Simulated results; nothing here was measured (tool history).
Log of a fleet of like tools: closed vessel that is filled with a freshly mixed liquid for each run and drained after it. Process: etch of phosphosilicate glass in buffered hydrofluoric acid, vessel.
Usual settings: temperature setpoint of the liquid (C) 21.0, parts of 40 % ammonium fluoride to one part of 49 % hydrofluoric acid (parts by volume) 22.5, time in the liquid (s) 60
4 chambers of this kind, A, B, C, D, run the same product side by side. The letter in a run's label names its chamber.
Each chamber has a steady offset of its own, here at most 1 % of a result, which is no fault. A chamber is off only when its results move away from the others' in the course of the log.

run,hour,temperature setpoint of the liquid (C),parts of 40 % ammonium fluoride to one part of 49 % hydrofluoric acid (parts by volume),time in the liquid (s),hours since the thermometer was replaced,hours since the hydrofluoric acid flow meter was replaced,"read-back film thickness of the phosphosilicate glass reference wafer, read on the same gauge (nm)",thickness taken off the phosphosilicate glass on a monitor wafer (angstrom)
1C,6.1,21.0,22.5,60,904.9,558.6,110.00,1044.90
2B,12.1,21.0,22.5,60,621.3,20.5,109.99,1024.00
3A,18.9,21.0,22.5,60,490.2,478.7,110.01,1029.90
4D,27.3,21.0,22.5,60,273.1,827.9,109.98,1048.10
# hour 30.1: chamber D: hydrofluoric acid flow meter replaced
5C,38.5,21.0,22.5,60,937.3,591.0,110.00,1066.50
6A,48.8,21.0,22.5,60,520.1,508.6,110.02,1042.60
7D,53.8,21.0,22.5,60,299.6,23.8,110.01,1062.80
8B,59.3,21.0,15.0,30,668.5,67.7,110.00,763.60
9D,66.3,21.0,15.0,30,312.1,36.3,110.00,752.90
10A,76.9,21.0,15.0,30,548.2,536.7,110.00,743.28
11C,83.1,21.0,15.0,30,981.9,635.6,109.98,758.16
12B,91.6,21.0,22.5,60,700.8,100.0,110.02,1044.50
13C,101.2,21.0,22.5,60,1000.0,653.7,110.04,1052.10
14B,111.4,25.5,22.5,60,720.6,119.8,110.00,1360.00
15D,119.0,25.5,22.5,60,364.8,89.0,109.99,1330.20
16A,128.0,25.5,22.5,60,599.3,587.8,109.99,1328.00
17C,138.4,25.5,22.5,60,1037.2,690.9,110.00,1330.10
18B,145.2,21.0,22.5,60,754.4,153.6,110.00,1079.60
19A,154.2,21.0,22.5,60,625.5,614.0,110.02,1034.10
20D,165.7,21.0,22.5,60,411.5,135.7,110.03,1037.90
21D,177.1,21.0,22.5,60,422.9,147.1,109.98,1049.90
22A,185.4,21.0,22.5,30,656.7,645.2,110.02,509.07
23B,193.9,21.0,22.5,30,803.1,202.3,110.00,540.35
24C,200.1,21.0,22.5,30,1098.9,752.6,110.00,513.99
25D,211.6,21.0,22.5,30,457.4,181.6,110.02,535.29
26A,217.2,21.0,30.0,70,688.5,677.0,110.01,995.63
27B,222.9,21.0,30.0,70,832.1,231.3,110.01,1037.80
28C,230.2,21.0,30.0,70,1129.0,782.7,110.01,1015.00
29C,236.9,21.0,30.0,70,1135.7,789.4,110.01,991.84
30A,243.2,21.0,22.5,60,714.5,703.0,109.97,1045.10
31D,253.9,21.0,22.5,60,499.7,223.9,109.99,1056.60
32B,260.8,21.0,22.5,60,870.0,269.2,110.02,1092.00
33C,268.8,21.0,22.5,60,1167.6,821.3,109.99,1059.00
34B,274.2,21.0,22.5,60,883.4,282.6,110.00,1086.60
# hour 283.3: chamber A: hydrofluoric acid flow meter replaced
35A,283.5,21.0,22.5,60,754.8,0.3,110.00,1033.00
36D,293.3,21.0,22.5,60,539.1,263.3,109.99,1052.70
37B,302.2,21.0,22.5,60,911.4,310.6,110.02,1103.50

Next, every chamber runs the same settings. What will each give?
38A,310.5,21.0,22.5,60,,,,?
38B,310.5,21.0,22.5,60,,,,?
38C,310.5,21.0,22.5,60,,,,?
38D,310.5,21.0,22.5,60,,,,?

run,thickness taken off the phosphosilicate glass on a monitor wafer (angstrom)
38A,1034.20
38B,1090.30
38C,1044.20
38D,1057.40
